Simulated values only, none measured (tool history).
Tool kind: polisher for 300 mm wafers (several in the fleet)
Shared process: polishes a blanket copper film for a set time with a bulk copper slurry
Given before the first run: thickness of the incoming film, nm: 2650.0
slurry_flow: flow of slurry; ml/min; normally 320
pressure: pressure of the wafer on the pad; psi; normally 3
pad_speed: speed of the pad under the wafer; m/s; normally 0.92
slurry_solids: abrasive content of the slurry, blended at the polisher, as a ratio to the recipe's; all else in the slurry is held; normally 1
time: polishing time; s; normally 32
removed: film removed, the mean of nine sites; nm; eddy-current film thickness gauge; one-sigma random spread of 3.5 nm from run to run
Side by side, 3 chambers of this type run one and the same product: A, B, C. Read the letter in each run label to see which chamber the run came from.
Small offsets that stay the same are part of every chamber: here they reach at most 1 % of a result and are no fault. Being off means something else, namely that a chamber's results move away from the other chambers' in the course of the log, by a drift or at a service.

{"day": 0.038, "done": "chamber B: worn pad replaced by a new one"}
{"run": "1C", "day": 0.208, "slurry_flow": 320, "pressure": 3, "pad_speed": 0.92, "slurry_solids": 1, "time": 32, "removed": 317.62}
{"run": "2B", "day": 0.525, "slurry_flow": 320, "pressure": 3, "pad_speed": 0.92, "slurry_solids": 1, "time": 32, "removed": 318.38}
{"run": "3A", "day": 0.738, "slurry_flow": 320, "pressure": 3, "pad_speed": 0.92, "slurry_solids": 1, "time": 32, "removed": 318.56}
{"run": "4B", "day": 0.988, "slurry_flow": 320, "pressure": 3, "pad_speed": 0.92, "slurry_solids": 1, "time": 32, "removed": 316.03}
{"run": "5A", "day": 1.275, "slurry_flow": 320, "pressure": 3, "pad_speed": 0.92, "slurry_solids": 1, "time": 32, "removed": 316.13}
{"run": "6C", "day": 1.571, "slurry_flow": 320, "pressure": 3, "pad_speed": 0.92, "slurry_solids": 1, "time": 32, "removed": 312.09}
{"run": "7A", "day": 1.892, "slurry_flow": 320, "pressure": 3.8, "pad_speed": 0.92, "slurry_solids": 1, "time": 32, "removed": 402.95}
{"day": 1.938, "done": "chamber C: worn pad replaced by a new one"}
{"run": "8B", "day": 2.15, "slurry_flow": 320, "pressure": 3.8, "pad_speed": 0.92, "slurry_solids": 1, "time": 32, "removed": 401.01}
{"day": 2.55, "done": "chamber A: worn pad replaced by a new one"}
{"run": "9C", "day": 2.6, "slurry_flow": 320, "pressure": 3.8, "pad_speed": 0.92, "slurry_solids": 1, "time": 32, "removed": 403.44}
{"day": 2.625, "done": "chamber B: worn pad replaced by a new one"}
{"run": "10C", "day": 2.888, "slurry_flow": 320, "pressure": 3, "pad_speed": 0.92, "slurry_solids": 1, "time": 32, "removed": 319.6}
{"run": "11A", "day": 3.162, "slurry_flow": 320, "pressure": 3, "pad_speed": 0.92, "slurry_solids": 1, "time": 32, "removed": 311.56}
{"run": "12B", "day": 3.629, "slurry_flow": 320, "pressure": 3, "pad_speed": 0.92, "slurry_solids": 1, "time": 32, "removed": 318.71}
{"run": "13B", "day": 3.967, "slurry_flow": 320, "pressure": 3, "pad_speed": 0.92, "slurry_solids": 1, "time": 32, "removed": 308.07}
{"run": "14C", "day": 4.208, "slurry_flow": 320, "pressure": 3, "pad_speed": 0.92, "slurry_solids": 1, "time": 32, "removed": 321.68}
{"run": "15A", "day": 4.542, "slurry_flow": 410, "pressure": 3, "pad_speed": 1.14, "slurry_solids": 1, "time": 32, "removed": 398.59}
{"run": "16B", "day": 4.838, "slurry_flow": 410, "pressure": 3, "pad_speed": 1.14, "slurry_solids": 1, "time": 32, "removed": 392.51}
{"day": 4.996, "done": "chamber C: worn pad replaced by a new one"}
{"run": "17A", "day": 5.096, "slurry_flow": 410, "pressure": 3, "pad_speed": 1.14, "slurry_solids": 1, "time": 32, "removed": 399.94}
{"day": 5.133, "done": "chamber B: worn pad replaced by a new one"}
{"day": 5.512, "done": "chamber A: worn pad replaced by a new one"}
{"run": "18C", "day": 5.525, "slurry_flow": 320, "pressure": 3, "pad_speed": 0.92, "slurry_solids": 1, "time": 32, "removed": 314.56}
{"day": 5.858, "done": "chamber A: head pressure recalibrated"}
{"run": "19B", "day": 5.879, "slurry_flow": 320, "pressure": 3, "pad_speed": 0.92, "slurry_solids": 1, "time": 32, "removed": 314.62}
{"run": "20C", "day": 6.312, "slurry_flow": 320, "pressure": 3, "pad_speed": 0.92, "slurry_solids": 1, "time": 32, "removed": 319.2}
{"run": "21A", "day": 6.512, "slurry_flow": 320, "pressure": 3, "pad_speed": 0.92, "slurry_solids": 1, "time": 32, "removed": 312.61}
{"day": 6.696, "done": "chamber A: slurry nozzle cleaned"}
{"run": "22A", "day": 6.775, "slurry_flow": 360, "pressure": 3, "pad_speed": 0.92, "slurry_solids": 1, "time": 32, "removed": 317.51}
{"run": "23C", "day": 7.162, "slurry_flow": 360, "pressure": 3, "pad_speed": 0.92, "slurry_solids": 1, "time": 32, "removed": 320.68}
{"run": "24B", "day": 7.629, "slurry_flow": 360, "pressure": 3, "pad_speed": 0.92, "slurry_solids": 1, "time": 32, "removed": 310.13}
{"day": 7.758, "done": "chamber B: worn pad replaced by a new one"}
{"run": "25B", "day": 8.012, "slurry_flow": 320, "pressure": 3, "pad_speed": 0.92, "slurry_solids": 1, "time": 32, "removed": 315.8}
{"day": 8.35, "done": "chamber A: worn pad replaced by a new one"}
{"day": 8.388, "done": "chamber C: worn pad replaced by a new one"}
{"day": 8.438, "done": "chamber B: slurry blender recalibrated"}
{"run": "26A", "day": 8.454, "slurry_flow": 320, "pressure": 3, "pad_speed": 0.92, "slurry_solids": 1, "time": 32, "removed": 313.72}
{"run": "27C", "day": 8.9, "slurry_flow": 320, "pressure": 3, "pad_speed": 0.92, "slurry_solids": 1, "time": 32, "removed": 318.02}
{"run": "28C", "day": 9.196, "slurry_flow": 320, "pressure": 3, "pad_speed": 0.92, "slurry_solids": 1, "time": 32, "removed": 315.15}
{"run": "29A", "day": 9.462, "slurry_flow": 320, "pressure": 3, "pad_speed": 0.92, "slurry_solids": 1, "time": 32, "removed": 317.03}
{"run": "30B", "day": 9.821, "slurry_flow": 320, "pressure": 3, "pad_speed": 0.92, "slurry_solids": 1, "time": 32, "removed": 311.46}
{"run": "31B", "day": 10.188, "slurry_flow": 320, "pressure": 3, "pad_speed": 0.92, "slurry_solids": 1, "time": 32, "removed": 315.17}
{"day": 10.317, "done": "chamber B: worn pad replaced by a new one"}
{"day": 10.45, "done": "chamber C: slurry blender recalibrated"}
{"day": 10.488, "done": "chamber A: slurry blender recalibrated"}
{"run": "32A", "day": 10.608, "slurry_flow": 320, "pressure": 3, "pad_speed": 0.92, "slurry_solids": 1, "time": 32, "removed": 308.02}
{"run": "33C", "day": 10.946, "slurry_flow": 320, "pressure": 3, "pad_speed": 0.92, "slurry_solids": 1, "time": 32, "removed": 315.79}
{"run": "34C", "day": 11.238, "slurry_flow": 320, "pressure": 3, "pad_speed": 1.02, "slurry_solids": 1, "time": 32, "removed": 354.62}
{"run": "35B", "day": 11.654, "slurry_flow": 320, "pressure": 3, "pad_speed": 1.02, "slurry_solids": 1, "time": 32, "removed": 345.79}
{"day": 11.658, "done": "chamber A: worn pad replaced by a new one"}
{"run": "36A", "day": 11.867, "slurry_flow": 320, "pressure": 3, "pad_speed": 1.02, "slurry_solids": 1, "time": 32, "removed": 348.13}
{"day": 11.892, "done": "chamber C: worn pad replaced by a new one"}
{"run": "37A", "day": 12.179, "slurry_flow": 320, "pressure": 3, "pad_speed": 0.92, "slurry_solids": 1, "time": 32, "removed": 316.01}
{"run": "38C", "day": 12.638, "slurry_flow": 320, "pressure": 3, "pad_speed": 0.92, "slurry_solids": 1, "time": 32, "removed": 317.21}

Predict what each chamber gives when all 3 of them run the settings below next.
{"run": "39A", "day": 12.971, "slurry_flow": 320, "pressure": 3, "pad_speed": 0.92, "slurry_solids": 1, "time": 32, "removed": "?"}
{"run": "39B", "day": 12.971, "slurry_flow": 320, "pressure": 3, "pad_speed": 0.92, "slurry_solids": 1, "time": 32, "removed": "?"}
{"run": "39C", "day": 12.971, "slurry_flow": 320, "pressure": 3, "pad_speed": 0.92, "slurry_solids": 1, "time": 32, "removed": "?"}

run=39A removed=310.84
run=39B removed=315.2
run=39C removed=315.25

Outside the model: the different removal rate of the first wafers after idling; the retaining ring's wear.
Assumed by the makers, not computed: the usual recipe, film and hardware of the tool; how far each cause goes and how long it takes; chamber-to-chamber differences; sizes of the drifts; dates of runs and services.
